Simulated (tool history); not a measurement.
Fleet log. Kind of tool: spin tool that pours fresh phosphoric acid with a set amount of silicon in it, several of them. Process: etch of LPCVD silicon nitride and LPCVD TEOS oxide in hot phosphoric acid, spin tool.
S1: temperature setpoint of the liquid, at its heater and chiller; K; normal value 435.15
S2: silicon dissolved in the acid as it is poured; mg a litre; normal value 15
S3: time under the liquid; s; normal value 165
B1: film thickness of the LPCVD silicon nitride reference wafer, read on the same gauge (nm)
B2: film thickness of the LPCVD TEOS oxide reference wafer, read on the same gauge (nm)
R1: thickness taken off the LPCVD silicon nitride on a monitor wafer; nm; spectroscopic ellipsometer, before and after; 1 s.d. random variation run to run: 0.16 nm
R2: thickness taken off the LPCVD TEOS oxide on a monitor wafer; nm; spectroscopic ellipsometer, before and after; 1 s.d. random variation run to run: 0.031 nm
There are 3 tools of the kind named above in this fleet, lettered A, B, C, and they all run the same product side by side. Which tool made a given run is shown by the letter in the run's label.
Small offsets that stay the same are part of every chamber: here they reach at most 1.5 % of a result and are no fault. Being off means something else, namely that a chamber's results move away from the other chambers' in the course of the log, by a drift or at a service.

Run 1B, hour 4.4: usual settings; B1 129.99; B2 39.996. Result: R1 18.176 nm, R2 0.32151 nm.
Run 2A, hour 8.8: usual settings; B1 129.99; B2 39.998. Result: R1 17.935 nm, R2 0.34271 nm.
Run 3C, hour 11.1: usual settings; B1 129.99; B2 39.979. Result: R1 17.875 nm, R2 0.29563 nm.
Run 4B, hour 13.3: usual settings; B1 130.01; B2 40.000. Result: R1 18.137 nm, R2 0.31268 nm.
Run 5A, hour 17.8: usual settings; B1 129.99; B2 39.995. Result: R1 17.909 nm, R2 0.27883 nm.
Run 6C, hour 20.7: usual settings; B1 130.01; B2 39.989. Result: R1 17.511 nm, R2 0.32888 nm.
Run 7A, hour 24.2: usual settings; B1 129.99; B2 40.002. Result: R1 17.877 nm, R2 0.35395 nm.
Run 8C, hour 27.7: usual settings; B1 130.01; B2 40.014. Result: R1 17.419 nm, R2 0.31387 nm.
Run 9B, hour 29.8: usual settings; B1 130.00; B2 40.001. Result: R1 17.660 nm, R2 0.26842 nm.
Run 10B, hour 33.3: usual settings but S1 433.15 K, S2 26 mg a litre; B1 130.02; B2 39.987. Result: R1 16.651 nm, R2 0.21366 nm.
Run 11A, hour 36.3: usual settings but S1 433.15 K, S2 26 mg a litre; B1 129.99; B2 40.004. Result: R1 16.729 nm, R2 0.19462 nm.
Run 12C, hour 38.7: usual settings but S1 433.15 K, S2 26 mg a litre; B1 130.01; B2 39.996. Result: R1 15.941 nm, R2 0.19001 nm.
Run 13C, hour 42.0: usual settings; B1 129.99; B2 39.995. Result: R1 17.376 nm, R2 0.25019 nm.
Run 14A, hour 44.9: usual settings; B1 129.99; B2 39.988. Result: R1 17.952 nm, R2 0.31350 nm.
Run 15B, hour 47.5: usual settings; B1 130.01; B2 40.004. Result: R1 17.833 nm, R2 0.28486 nm.
Run 16A, hour 52.1: usual settings; B1 130.00; B2 40.006. Result: R1 17.921 nm, R2 0.32659 nm.
Run 17B, hour 54.5: usual settings; B1 129.99; B2 40.017. Result: R1 17.954 nm, R2 0.32565 nm.
Run 18C, hour 56.8: usual settings; B1 130.01; B2 40.009. Result: R1 16.744 nm, R2 0.23021 nm.
Run 19A, hour 59.8: usual settings; B1 129.98; B2 40.002. Result: R1 18.148 nm, R2 0.34924 nm.
Run 20B, hour 63.4: usual settings but S1 437.65 K; B1 129.97; B2 39.991. Result: R1 19.399 nm, R2 0.36227 nm.
Run 21C, hour 66.9: usual settings but S1 437.65 K; B1 130.00; B2 40.000. Result: R1 18.092 nm, R2 0.32377 nm.
At hour 67.4: chamber A: dissolved silicon flow meter replaced.
Run 22C, hour 69.6: usual settings but S1 437.65 K; B1 130.00; B2 39.991. Result: R1 17.763 nm, R2 0.31520 nm.
Run 23B, hour 73.6: usual settings; B1 130.00; B2 39.991. Result: R1 17.545 nm, R2 0.29095 nm.
Run 24A, hour 76.6: usual settings; B1 129.98; B2 39.993. Result: R1 17.889 nm, R2 0.30238 nm.
Run 25B, hour 80.3: usual settings; B1 130.01; B2 40.010. Result: R1 17.455 nm, R2 0.31898 nm.
Run 26A, hour 82.4: usual settings; B1 130.02; B2 40.031. Result: R1 18.012 nm, R2 0.34511 nm.
Run 27C, hour 84.9: usual settings; B1 130.01; B2 40.021. Result: R1 15.820 nm, R2 0.24903 nm.
Run 28C, hour 87.2: usual settings; B1 130.00; B2 39.979. Result: R1 15.954 nm, R2 0.25902 nm.

Does one chamber stand apart from the rest, does the shared gauge drift, or is all well apart from small per-chamber offsets? Give the chamber and the most likely cause, where there is one.

It is chamber C that slowly wanders off from its peers.
Likeliest cause: temperature lost on the way to the wafer (K) = 3.84.

Chamber C could run next with any of the 4 candidate recipes listed below; each alters the usual settings, and their results appear as question marks. Which one brings its results back in line with what the other chambers deliver on the usual settings?
A result is in line if it is within this distance of the other chambers' mean on the usual settings: R1 0.570 nm; R2 0.11000 nm
Run 29C-1, hour 90.5: usual settings but S2 13.5 mg a litre, S3 170 s. Result: R1 ?, R2 ?.
Run 29C-2, hour 90.5: usual settings but S1 435.65 K, S2 9.0 mg a litre, S3 185 s. Result: R1 ?, R2 ?.
Run 29C-3, hour 90.5: usual settings but S2 16.5 mg a litre, S3 160 s. Result: R1 ?, R2 ?.
Run 29C-4, hour 90.5: usual settings but S1 434.65 K, S2 20.5 mg a litre, S3 150 s. Result: R1 ?, R2 ?.

On the usual settings, the other chambers give on average: R1 17.898 nm; R2 0.30818 nm
  run      R1       R2
29C-1  16.300  0.25070
29C-2  18.047  0.31414
29C-3  15.342  0.21890
29C-4  14.141  0.17714
29C-2 is the one that brings the chamber's results back in line with the other chambers.
